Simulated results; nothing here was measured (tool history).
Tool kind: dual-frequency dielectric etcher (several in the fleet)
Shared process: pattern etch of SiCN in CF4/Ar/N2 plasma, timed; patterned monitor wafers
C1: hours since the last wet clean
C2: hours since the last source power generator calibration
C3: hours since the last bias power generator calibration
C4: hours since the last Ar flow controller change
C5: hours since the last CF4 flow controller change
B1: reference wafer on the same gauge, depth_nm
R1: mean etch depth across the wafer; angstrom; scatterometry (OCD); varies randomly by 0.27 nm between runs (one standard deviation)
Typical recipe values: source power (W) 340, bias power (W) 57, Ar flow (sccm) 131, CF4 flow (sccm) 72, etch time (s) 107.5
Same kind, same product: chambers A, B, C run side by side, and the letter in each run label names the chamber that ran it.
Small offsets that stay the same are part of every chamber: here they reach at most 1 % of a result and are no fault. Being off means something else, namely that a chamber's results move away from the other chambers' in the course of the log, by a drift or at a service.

Run 1B, day 0.342: usual settings; C1 263.8; C2 1214.7; C3 417.5; C4 142.0; C5 1420.5; B1 65.837. Result: R1 649.02 angstrom.
Run 2C, day 0.938: usual settings; C1 568.3; C2 810.3; C3 2239.6; C4 203.0; C5 1135.8; B1 65.799. Result: R1 647.06 angstrom.
At day 1.083: chamber A: source power generator calibrated.
Run 3A, day 1.442: usual settings; C1 329.9; C2 8.6; C3 478.1; C4 1622.9; C5 123.0; B1 65.805. Result: R1 641.05 angstrom.
Run 4B, day 2.075: usual settings; C1 305.4; C2 1256.3; C3 459.1; C4 183.6; C5 1462.1; B1 65.783. Result: R1 649.66 angstrom.
Run 5A, day 2.588: usual settings; C1 357.4; C2 36.1; C3 505.6; C4 1650.4; C5 150.5; B1 65.744. Result: R1 647.10 angstrom.
Run 6C, day 3.129: usual settings; C1 620.9; C2 862.9; C3 2292.2; C4 255.6; C5 1188.4; B1 65.736. Result: R1 640.92 angstrom.
At day 3.146: chamber C: wet clean of the chamber.
Run 7A, day 3.508: usual settings; C1 379.5; C2 58.2; C3 527.7; C4 1672.5; C5 172.6; B1 65.813. Result: R1 646.45 angstrom.
Run 8B, day 3.808: usual settings; C1 347.0; C2 1297.9; C3 500.7; C4 225.2; C5 1503.7; B1 65.720. Result: R1 649.59 angstrom.
Run 9C, day 4.312: usual settings; C1 28.0; C2 891.3; C3 2320.6; C4 284.0; C5 1216.8; B1 65.794. Result: R1 641.58 angstrom.
Run 10C, day 4.625: usual settings; C1 35.5; C2 898.8; C3 2328.1; C4 291.5; C5 1224.3; B1 65.797. Result: R1 643.93 angstrom.
Run 11A, day 5.038: usual settings; C1 416.2; C2 94.9; C3 564.4; C4 1709.2; C5 209.3; B1 65.711. Result: R1 649.18 angstrom.
Run 12B, day 5.679: usual settings; C1 391.9; C2 1342.8; C3 545.6; C4 270.1; C5 1548.6; B1 65.823. Result: R1 644.59 angstrom.
Run 13A, day 5.962: usual settings; C1 438.4; C2 117.1; C3 586.6; C4 1731.4; C5 231.5; B1 65.742. Result: R1 649.94 angstrom.
Run 14B, day 6.412: usual settings; C1 409.5; C2 1360.4; C3 563.2; C4 287.7; C5 1566.2; B1 65.791. Result: R1 652.50 angstrom.
Run 15C, day 7.033: usual settings; C1 93.3; C2 956.6; C3 2385.9; C4 349.3; C5 1282.1; B1 65.802. Result: R1 647.00 angstrom.
Run 16B, day 7.429: usual settings; C1 433.9; C2 1384.8; C3 587.6; C4 312.1; C5 1590.6; B1 65.823. Result: R1 648.60 angstrom.
Run 17C, day 8.058: usual settings; C1 117.9; C2 981.2; C3 2410.5; C4 373.9; C5 1306.7; B1 65.782. Result: R1 644.72 angstrom.
Run 18A, day 8.550: usual settings; C1 500.5; C2 179.2; C3 648.7; C4 1793.5; C5 293.6; B1 65.843. Result: R1 643.13 angstrom.
Run 19C, day 8.942: usual settings but CF4 flow (sccm) 79; C1 139.1; C2 1002.4; C3 2431.7; C4 395.1; C5 1327.9; B1 65.860. Result: R1 652.51 angstrom.
Run 20A, day 9.488: usual settings but CF4 flow (sccm) 79; C1 523.0; C2 201.7; C3 671.2; C4 1816.0; C5 316.1; B1 65.823. Result: R1 654.44 angstrom.
Run 21B, day 9.925: usual settings but CF4 flow (sccm) 79; C1 493.8; C2 1444.7; C3 647.5; C4 372.0; C5 1650.5; B1 65.779. Result: R1 654.77 angstrom.
Run 22A, day 10.262: usual settings; C1 541.6; C2 220.3; C3 689.8; C4 1834.6; C5 334.7; B1 65.845. Result: R1 644.61 angstrom.
Run 23C, day 10.788: usual settings; C1 183.4; C2 1046.7; C3 2476.0; C4 439.4; C5 1372.2; B1 65.813. Result: R1 642.11 angstrom.
Run 24B, day 11.275: usual settings; C1 526.2; C2 1477.1; C3 679.9; C4 404.4; C5 1682.9; B1 65.794. Result: R1 649.46 angstrom.
At day 11.488: chamber B: wet clean of the chamber.
Run 25B, day 11.742: usual settings; C1 6.2; C2 1488.3; C3 691.1; C4 415.6; C5 1694.1; B1 65.869. Result: R1 633.18 angstrom.
Run 26A, day 12.150: usual settings; C1 586.9; C2 265.6; C3 735.1; C4 1879.9; C5 380.0; B1 65.799. Result: R1 648.64 angstrom.
Run 27C, day 12.567: usual settings; C1 226.1; C2 1089.4; C3 2518.7; C4 482.1; C5 1414.9; B1 65.804. Result: R1 641.18 angstrom.
Run 28B, day 13.012: usual settings; C1 36.7; C2 1518.8; C3 721.6; C4 446.1; C5 1724.6; B1 65.726. Result: R1 631.94 angstrom.
Run 29C, day 13.358: usual settings; C1 245.1; C2 1108.4; C3 2537.7; C4 501.1; C5 1433.9; B1 65.776. Result: R1 643.08 angstrom.
Run 30A, day 13.988: usual settings but Ar flow (sccm) 154, CF4 flow (sccm) 66; C1 631.0; C2 309.7; C3 779.2; C4 1924.0; C5 424.1; B1 65.825. Result: R1 619.77 angstrom.
Run 31C, day 14.600: usual settings but Ar flow (sccm) 154, CF4 flow (sccm) 66; C1 274.9; C2 1138.2; C3 2567.5; C4 530.9; C5 1463.7; B1 65.830. Result: R1 615.31 angstrom.
Run 32A, day 15.212: usual settings but Ar flow (sccm) 154, CF4 flow (sccm) 66; C1 660.4; C2 339.1; C3 808.6; C4 1953.4; C5 453.5; B1 65.807. Result: R1 620.75 angstrom.
At day 15.300: chamber A: wet clean of the chamber.
Run 33B, day 15.871: usual settings; C1 105.3; C2 1587.4; C3 790.2; C4 514.7; C5 1793.2; B1 65.841. Result: R1 630.93 angstrom.
Run 34A, day 16.333: usual settings; C1 24.8; C2 366.0; C3 835.5; C4 1980.3; C5 480.4; B1 65.754. Result: R1 648.24 angstrom.
Run 35C, day 16.792: usual settings; C1 327.5; C2 1190.8; C3 2620.1; C4 583.5; C5 1516.3; B1 65.820. Result: R1 644.98 angstrom.
Run 36B, day 17.188: usual settings; C1 136.9; C2 1619.0; C3 821.8; C4 546.3; C5 1824.8; B1 65.798. Result: R1 631.71 angstrom.
At day 17.512: chamber B: CF4 flow controller replaced.
Run 37A, day 17.638: usual settings; C1 56.1; C2 397.3; C3 866.8; C4 2011.6; C5 511.7; B1 65.742. Result: R1 647.66 angstrom.
Run 38B, day 18.075: usual settings; C1 158.2; C2 1640.3; C3 843.1; C4 567.6; C5 13.6; B1 65.835. Result: R1 634.08 angstrom.
Run 39C, day 18.733: usual settings; C1 374.1; C2 1237.4; C3 2666.7; C4 630.1; C5 1562.9; B1 65.783. Result: R1 642.75 angstrom.
Run 40B, day 19.167: usual settings but source power (W) 270, bias power (W) 70; C1 184.4; C2 1666.5; C3 869.3; C4 593.8; C5 39.8; B1 65.807. Result: R1 555.11 angstrom.
Run 41C, day 19.612: usual settings but source power (W) 270, bias power (W) 70; C1 395.2; C2 1258.5; C3 2687.8; C4 651.2; C5 1584.0; B1 65.802. Result: R1 567.02 angstrom.
Run 42A, day 20.246: usual settings but source power (W) 270, bias power (W) 70; C1 118.7; C2 459.9; C3 929.4; C4 2074.2; C5 574.3; B1 65.712. Result: R1 571.70 angstrom.
Run 43B, day 20.758: usual settings; C1 222.6; C2 1704.7; C3 907.5; C4 632.0; C5 78.0; B1 65.774. Result: R1 629.79 angstrom.

All chambers now run identical settings, listed one chamber a line with results as question marks. What results will each chamber show?
Run 44A, day 21.233: usual settings but bias power (W) 70. Result: R1 ?.
Run 44B, day 21.233: usual settings but bias power (W) 70. Result: R1 ?.
Run 44C, day 21.233: usual settings but bias power (W) 70. Result: R1 ?.

run      R1
44A  698.14
44B  680.76
44C  694.76
